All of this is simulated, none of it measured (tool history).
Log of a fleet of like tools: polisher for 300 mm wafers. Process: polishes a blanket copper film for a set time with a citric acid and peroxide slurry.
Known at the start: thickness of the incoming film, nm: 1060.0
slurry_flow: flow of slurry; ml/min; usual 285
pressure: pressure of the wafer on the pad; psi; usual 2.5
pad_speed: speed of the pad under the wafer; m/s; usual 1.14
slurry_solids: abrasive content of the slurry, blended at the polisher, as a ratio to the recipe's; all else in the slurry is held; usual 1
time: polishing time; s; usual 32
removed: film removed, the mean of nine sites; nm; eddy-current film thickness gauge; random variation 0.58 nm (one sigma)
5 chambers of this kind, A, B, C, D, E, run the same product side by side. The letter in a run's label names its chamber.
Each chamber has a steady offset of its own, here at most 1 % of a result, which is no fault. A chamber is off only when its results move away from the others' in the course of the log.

run     day  slurry_flow  pressure  pad_speed  slurry_solids  time  wafers polished on this pad  hours since the slurry nozzle was cleaned  hours since the head pressure was calibrated  hours since the slurry blender was calibrated  removed
      0.017  -- chamber E: slurry nozzle cleaned
      0.304  -- chamber D: worn pad replaced by a new one
 1D   0.592          285       2.5       1.14              1    32                           91                                       88.3                                        1441.3                                          196.1   64.917
      0.817  -- chamber C: worn pad replaced by a new one
 2A   0.942          285       2.5       1.14              1    32                          974                                       68.8                                         588.0                                           54.3   64.903
      1.021  -- chamber B: worn pad replaced by a new one
      1.100  -- chamber B: slurry blender recalibrated
      1.338  -- chamber A: worn pad replaced by a new one
 3B   1.508          285       2.5       1.14              1    32                          155                                      625.1                                         646.7                                            9.8   64.962
      1.667  -- chamber D: head pressure recalibrated
 4C   2.008          285       2.5       1.14              1    32                          379                                      233.5                                         663.7                                          114.6   65.050
 5E   2.358          285       2.5       1.14              1    32                          900                                       56.3                                         238.3                                          450.0   63.821
      2.625  -- chamber D: slurry blender recalibrated
      2.862  -- chamber E: worn pad replaced by a new one
 6C   2.908          285       2.5       1.14              1    32                          665                                      255.1                                         685.3                                          136.2   63.418
      3.012  -- chamber E: slurry blender recalibrated
 7E   3.200          285       2.5       1.14              1    32                          108                                       76.5                                         258.5                                            4.6   64.642
      3.546  -- chamber A: head pressure recalibrated
 8B   3.712          285       2.5       1.14              1    32                          856                                      678.0                                         699.6                                           62.7   64.896
 9A   3.971          285       2.5       1.14              1    32                          837                                      141.5                                          10.2                                          127.0   64.092
10D   4.292          285       2.5       1.14              1    32                         1268                                      177.1                                          63.1                                           40.1   64.176
      4.308  -- chamber C: slurry blender recalibrated
      4.321  -- chamber D: worn pad replaced by a new one
11E   4.562          285       2.5       1.14              1    32                          541                                      109.2                                         291.2                                           37.3   64.318
      4.704  -- chamber A: worn pad replaced by a new one
      4.950  -- chamber C: worn pad replaced by a new one
12A   5.008          285       2.5       1.14              1    32                           97                                      166.4                                          35.1                                          151.9   63.876
      5.512  -- chamber B: worn pad replaced by a new one
13B   5.604          285       2.5       1.14              1    32                           29                                      723.4                                         745.0                                          108.1   64.256
14D   6.096          285       2.5       1.14              1    32                          565                                      220.4                                         106.4                                           83.4   64.394
15C   6.517          375       2.5       1.14              1    32                          498                                      341.7                                         771.9                                           53.1   65.392
      6.750  -- chamber A: slurry nozzle cleaned
      6.946  -- chamber E: worn pad replaced by a new one
16A   7.100          375       2.5       1.14              1    32                          763                                        8.4                                          85.3                                          202.1   65.519
17D   7.588          375       2.5       1.14              1    32                         1039                                      256.2                                         142.2                                          119.2   65.519
      7.646  -- chamber B: slurry nozzle cleaned
      7.862  -- chamber B: head pressure recalibrated
      8.046  -- chamber A: worn pad replaced by a new one
18B   8.071          375       2.5       1.14              1    32                          814                                       10.3                                           5.0                                          167.3   65.281
      8.100  -- chamber C: head pressure recalibrated
      8.267  -- chamber C: worn pad replaced by a new one
      8.338  -- chamber D: worn pad replaced by a new one
19C   8.521          375       2.5       1.14              1    32                           81                                      389.8                                          10.1                                          101.2   65.058
20E   8.783          285       2.5       1.14              1    32                          585                                      210.5                                         392.5                                          138.6   61.343
21C   9.267          285       2.5       1.14              1    32                          319                                      407.7                                          28.0                                          119.1   62.927
22E   9.529          285       2.5       1.14              1    32                          822                                      228.4                                         410.4                                          156.5   60.706
      9.858  -- chamber B: worn pad replaced by a new one
23B  10.038          285       2.5       1.14              1    32                           57                                       57.5                                          52.2                                          214.5   63.482
24A  10.354          285       2.5       1.14              1    32                          734                                       86.5                                         163.4                                          280.2   64.740
     10.538  -- chamber C: slurry blender recalibrated
25D  10.771          285       2.5       1.14              1    32                          775                                      332.6                                         218.6                                          195.6   64.114
     11.250  -- chamber E: worn pad replaced by a new one
26D  11.338          285       2.5       1.14              1    32                          955                                      346.2                                         232.2                                          209.2   64.283
     11.438  -- chamber C: worn pad replaced by a new one
     11.442  -- chamber E: slurry nozzle cleaned
     11.488  -- chamber A: worn pad replaced by a new one
27A  11.692          375       2.5       1.14              1    38                           65                                      118.6                                         195.5                                          312.3   77.736
     11.867  -- chamber D: worn pad replaced by a new one
28C  11.954          375       2.5       1.14              1    38                          165                                      472.2                                          92.5                                           34.0   78.309
29B  12.275          375       2.5       1.14              1    38                          769                                      111.2                                         105.9                                          268.2   77.924
     12.696  -- chamber D: slurry blender recalibrated
30E  12.729          375       2.5       1.14              1    38                          471                                       31.0                                         487.2                                          233.3   72.980
31C  13.029          375       2.5       1.14              1    38                          507                                      498.0                                         118.3                                           59.8   78.179
32D  13.371          325       1.6       1.14              1    32                          479                                      395.0                                         281.0                                           16.3   42.325
     13.758  -- chamber B: worn pad replaced by a new one
33B  13.921          325       1.6       1.14              1    32                           52                                      150.7                                         145.4                                          307.7   41.698
34A  14.300          325       1.6       1.14              1    32                          895                                      181.2                                         258.1                                          374.9   42.119
     14.796  -- chamber C: worn pad replaced by a new one
35E  14.896          325       1.6       1.14              1    32                         1161                                       83.0                                         539.2                                          285.3   39.101
     15.046  -- chamber A: slurry nozzle cleaned
     15.183  -- chamber E: worn pad replaced by a new one
36C  15.400          325       1.6       1.14              1    32                          193                                      554.9                                         175.2                                          116.7   41.894
     15.533  -- chamber A: worn pad replaced by a new one
37A  15.833          285       2.5       1.14              1    32                           95                                       19.0                                         294.9                                          411.7   64.493
     15.854  -- chamber D: worn pad replaced by a new one
     15.892  -- chamber D: slurry nozzle cleaned
38D  16.312          285       2.5       1.14              1    32                          146                                       10.2                                         351.6                                           86.9   64.700
39E  16.792          285       2.5       1.14              1    32                          512                                      128.5                                         584.7                                          330.8   58.775

What goes on in this fleet: one chamber off, a drifting gauge, or nothing beyond the chambers' own small offsets? Name the chamber and the cause, if any.

Chamber E drifts away from the others.
Cause: head's pressure below its setpoint, % = 8.72.
The log may not tell that from: abrasive missing from the slurry, %.

Here are 4 candidates for chamber E's next run, each the usual settings with a change, their results left as question marks. Which one brings its results back in line with what the others give on the usual settings?
In line means no further than this from the other chambers' mean on the usual settings: removed 2.000 nm
40E-1  17.225          285       2.5       1.14              1    29                                                                                                                                                                             ?
40E-2  17.225          285       2.7       1.14              1    35                                                                                                                                                                             ?
40E-3  17.225          285       2.4       1.08              1    30                                                                                                                                                                             ?
40E-4  17.225          285       2.6       1.14              1    34                                                                                                                                                                             ?

The other chambers' mean on the usual settings: removed 64.083 nm
  run  removed
40E-1   52.950
40E-2   68.802
40E-3   49.944
40E-4   64.457
40E-4 brings the chamber back in line.

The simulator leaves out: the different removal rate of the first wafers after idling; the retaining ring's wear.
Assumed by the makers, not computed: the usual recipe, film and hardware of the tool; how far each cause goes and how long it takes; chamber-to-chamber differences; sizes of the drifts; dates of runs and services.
